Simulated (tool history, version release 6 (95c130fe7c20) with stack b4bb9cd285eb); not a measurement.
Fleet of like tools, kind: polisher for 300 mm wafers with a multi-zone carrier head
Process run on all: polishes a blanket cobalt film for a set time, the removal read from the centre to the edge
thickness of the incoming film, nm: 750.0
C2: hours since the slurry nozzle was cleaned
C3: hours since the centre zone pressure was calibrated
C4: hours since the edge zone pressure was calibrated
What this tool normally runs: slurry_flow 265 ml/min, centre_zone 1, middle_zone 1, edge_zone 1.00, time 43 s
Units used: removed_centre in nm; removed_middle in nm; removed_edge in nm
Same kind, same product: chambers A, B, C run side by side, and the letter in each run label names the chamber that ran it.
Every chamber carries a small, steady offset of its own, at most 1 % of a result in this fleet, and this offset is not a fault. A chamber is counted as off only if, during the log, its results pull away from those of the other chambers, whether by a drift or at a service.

At hour 3.3: chamber B: worn pad replaced by a new one.
Run 1A, hour 9.8: usual settings; wafers polished on this pad 579; C2 123.9; C3 23.5; C4 346.3. Result: removed_centre 186.91 nm, removed_middle 186.30 nm, removed_edge 188.88 nm.
Run 2C, hour 21.9: usual settings; wafers polished on this pad 838; C2 63.8; C3 236.6; C4 132.7. Result: removed_centre 180.88 nm, removed_middle 183.57 nm, removed_edge 187.90 nm.
At hour 31.8: chamber B: slurry nozzle cleaned.
Run 3B, hour 32.3: usual settings; wafers polished on this pad 177; C2 0.5; C3 407.5; C4 943.8. Result: removed_centre 184.80 nm, removed_middle 185.85 nm, removed_edge 186.52 nm.
At hour 37.6: chamber A: worn pad replaced by a new one.
Run 4A, hour 45.2: usual settings; wafers polished on this pad 46; C2 159.3; C3 58.9; C4 381.7. Result: removed_centre 184.58 nm, removed_middle 184.64 nm, removed_edge 185.65 nm.
Run 5C, hour 56.2: usual settings; wafers polished on this pad 1047; C2 98.1; C3 270.9; C4 167.0. Result: removed_centre 177.45 nm, removed_middle 184.51 nm, removed_edge 179.52 nm.
Run 6B, hour 68.4: usual settings but slurry_flow 330 ml/min; wafers polished on this pad 396; C2 36.6; C3 443.6; C4 979.9. Result: removed_centre 190.73 nm, removed_middle 190.28 nm, removed_edge 189.94 nm.
Run 7C, hour 79.5: usual settings but slurry_flow 330 ml/min; wafers polished on this pad 1189; C2 121.4; C3 294.2; C4 190.3. Result: removed_centre 186.94 nm, removed_middle 181.74 nm, removed_edge 187.65 nm.
Run 8B, hour 87.2: usual settings but slurry_flow 330 ml/min; wafers polished on this pad 511; C2 55.4; C3 462.4; C4 998.7. Result: removed_centre 189.70 nm, removed_middle 187.76 nm, removed_edge 187.90 nm.
At hour 92.0: chamber C: worn pad replaced by a new one.
Run 9A, hour 94.5: usual settings but slurry_flow 350 ml/min, edge_zone 1.04; wafers polished on this pad 347; C2 208.6; C3 108.2; C4 431.0. Result: removed_centre 188.70 nm, removed_middle 189.54 nm, removed_edge 197.43 nm.
At hour 98.5: chamber B: worn pad replaced by a new one.
Run 10A, hour 101.6: usual settings but slurry_flow 350 ml/min, edge_zone 1.04; wafers polished on this pad 390; C2 215.7; C3 115.3; C4 438.1. Result: removed_centre 190.16 nm, removed_middle 188.90 nm, removed_edge 191.58 nm.
At hour 108.9: chamber B: edge zone pressure recalibrated.
Run 11B, hour 110.4: usual settings but slurry_flow 350 ml/min, edge_zone 1.04; wafers polished on this pad 72; C2 78.6; C3 485.6; C4 1.6. Result: removed_centre 189.52 nm, removed_middle 188.88 nm, removed_edge 193.17 nm.
Run 12C, hour 122.3: usual settings; wafers polished on this pad 184; C2 164.2; C3 337.0; C4 233.1. Result: removed_centre 180.81 nm, removed_middle 181.40 nm, removed_edge 182.19 nm.
Run 13B, hour 133.8: usual settings; wafers polished on this pad 215; C2 102.0; C3 509.0; C4 25.0. Result: removed_centre 184.98 nm, removed_middle 187.02 nm, removed_edge 182.82 nm.
Run 14C, hour 146.5: usual settings; wafers polished on this pad 332; C2 188.4; C3 361.2; C4 257.3. Result: removed_centre 175.67 nm, removed_middle 180.10 nm, removed_edge 182.01 nm.
At hour 147.4: chamber A: worn pad replaced by a new one.
Run 15A, hour 153.1: usual settings; wafers polished on this pad 35; C2 267.2; C3 166.8; C4 489.6. Result: removed_centre 183.10 nm, removed_middle 184.13 nm, removed_edge 186.53 nm.
Run 16A, hour 165.8: usual settings; wafers polished on this pad 112; C2 279.9; C3 179.5; C4 502.3. Result: removed_centre 185.93 nm, removed_middle 181.91 nm, removed_edge 189.58 nm.
Run 17B, hour 171.6: usual settings; wafers polished on this pad 445; C2 139.8; C3 546.8; C4 62.8. Result: removed_centre 186.75 nm, removed_middle 186.52 nm, removed_edge 184.68 nm.
At hour 172.7: chamber C: edge zone pressure recalibrated.
Run 18C, hour 184.4: usual settings; wafers polished on this pad 563; C2 226.3; C3 399.1; C4 11.8. Result: removed_centre 174.70 nm, removed_middle 175.70 nm, removed_edge 179.66 nm.
Run 19C, hour 194.7: usual settings but time 34 s; wafers polished on this pad 625; C2 236.6; C3 409.4; C4 22.1. Result: removed_centre 135.29 nm, removed_middle 140.18 nm, removed_edge 138.63 nm.
Run 20A, hour 205.2: usual settings but time 34 s; wafers polished on this pad 352; C2 319.3; C3 218.9; C4 541.7. Result: removed_centre 146.72 nm, removed_middle 146.29 nm, removed_edge 148.78 nm.

Read the log: is a single chamber off, either drifting away or since a service, is the gauge that measures every chamber drifting, or is nothing wrong beyond small per-chamber offsets? Name any odd chamber and what most likely caused it.

Chamber C drifts away from the others.
Most likely cause: slurry flow missing at the pad, % = 35.4.

Which of the 4 candidates below, each the usual settings with something changed and its results left as question marks, puts chamber C back in line with what the other chambers give on the usual settings?
In-line tolerance around the mean of the other chambers on the usual settings: removed_centre 6.60 nm; removed_middle 6.80 nm; removed_edge 8.50 nm
Run 21C-1, hour 214.6: usual settings but slurry_flow 275 ml/min, centre_zone 1.04, middle_zone 1.02, edge_zone 0.97, time 47 s. Result: removed_centre ?, removed_middle ?, removed_edge ?.
Run 21C-2, hour 214.6: usual settings but slurry_flow 255 ml/min, centre_zone 0.96, middle_zone 0.98, edge_zone 1.03, time 39 s. Result: removed_centre ?, removed_middle ?, removed_edge ?.
Run 21C-3, hour 214.6: usual settings but slurry_flow 270 ml/min, centre_zone 1.02, middle_zone 1.01, edge_zone 0.98, time 45 s. Result: removed_centre ?, removed_middle ?, removed_edge ?.
Run 21C-4, hour 214.6: usual settings but slurry_flow 260 ml/min, centre_zone 0.98, middle_zone 0.99, edge_zone 1.02, time 41 s. Result: removed_centre ?, removed_middle ?, removed_edge ?.

What the other chambers average on the usual settings: removed_centre 186.11 nm; removed_middle 184.60 nm; removed_edge 185.52 nm
  run  removed_centre  removed_middle  removed_edge
21C-1          197.31          192.42        190.42
21C-2          148.03          152.13        161.60
21C-3          184.37          182.07        182.91
21C-4          159.73          161.92        169.41
It is 21C-3 that realigns the chamber with its peers.
